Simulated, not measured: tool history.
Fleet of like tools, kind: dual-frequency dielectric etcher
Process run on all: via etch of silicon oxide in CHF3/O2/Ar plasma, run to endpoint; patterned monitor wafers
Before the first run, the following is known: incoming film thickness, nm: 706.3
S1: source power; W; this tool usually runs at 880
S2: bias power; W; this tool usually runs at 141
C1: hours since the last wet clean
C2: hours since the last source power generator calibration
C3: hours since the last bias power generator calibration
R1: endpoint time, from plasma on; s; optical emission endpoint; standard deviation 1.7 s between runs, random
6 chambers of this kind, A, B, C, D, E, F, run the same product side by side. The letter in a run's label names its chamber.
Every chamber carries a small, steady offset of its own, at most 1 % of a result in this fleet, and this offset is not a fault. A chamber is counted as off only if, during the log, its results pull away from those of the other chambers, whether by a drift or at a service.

run   hour    S1   S2     C1      C2      C3      R1
 1C    4.3   880  141   13.6  1225.6  2795.8  331.34
 2E    9.5   880  141  362.0  2615.1   484.6  331.64
 3D   15.4   880  141   58.9  1262.0   160.1  332.92
 4B   19.4   880  141  125.2   601.8  1989.2  331.15
 5F   23.9   880  141  293.7   260.7  2169.5  327.36
 6A   28.5   880  141  363.8   916.0  2970.1  332.19
 7C   35.5   880  141   44.8  1256.8  2827.0  330.20
      40.4  -- chamber C: bias power generator calibrated
 8B   41.2   880  111  147.0   623.6  2011.0  360.69
 9E   45.5   880  111  398.0  2651.1   520.6  361.00
10F   54.2   880  111  324.0   291.0  2199.8  355.98
      58.4  -- chamber A: wet clean of the chamber
11D   60.7   880  111  104.2  1307.3   205.4  359.01
12A   66.7   880  111    8.3   954.2  3008.3  352.91
13F   72.4   880  111  342.2   309.2  2218.0  357.32
14B   78.3   880  141  184.1   660.7  2048.1  332.09
15E   85.7  1000  141  438.2  2691.3   560.8  317.28
16A   94.3  1000  141   35.9   981.8  3035.9  314.67
17C  100.2  1000  141  109.5  1321.5    59.9  317.23
18D  107.3  1000  141  150.8  1353.9   252.0  316.60
19A  111.6  1000  141   53.2   999.1  3053.2  315.38
20C  119.3  1000  141  128.6  1340.6    79.0  317.15
21B  123.6   880  141  229.4   706.0  2093.4  329.57
22D  127.9   880  141  171.4  1374.5   272.6  332.40
23F  136.3   880  141  406.1   373.1  2281.9  329.79
24E  142.6   880  141  495.1  2748.2   617.7  332.10
25A  147.0   880  141   88.6  1034.5  3088.6  331.68
26E  154.3   880  141  506.8  2759.9   629.4  332.63
     156.1  -- chamber E: wet clean of the chamber
27F  162.8   880  141  432.6   399.6  2308.4  332.50
28D  169.2   880  141  212.7  1415.8   313.9  329.14
29B  177.8   880  141  283.6   760.2  2147.6  321.41
30C  183.3   880  141  192.6  1404.6   143.0  334.67
31F  191.9   880  141  461.7   428.7  2337.5  331.14
32D  197.6   880  141  241.1  1444.2   342.3  330.93
33E  204.0   880  141   48.0  2809.6   679.1  330.36
34B  208.2   880  141  314.0   790.6  2178.0  317.35
35C  212.7   880  141  222.0  1434.0   172.4  334.54
36A  217.9   880  141  159.5  1105.4  3159.5  335.06

All chambers now run identical settings, listed one chamber a line with results as question marks. What results will each chamber show?
37A  224.1  880  141               ?
37B  224.1  880  141               ?
37C  224.1  880  141               ?
37D  224.1  880  141               ?
37E  224.1  880  141               ?
37F  224.1  880  141               ?

run      R1
37A  333.22
37B  315.88
37C  333.55
37D  334.15
37E  330.72
37F  328.86
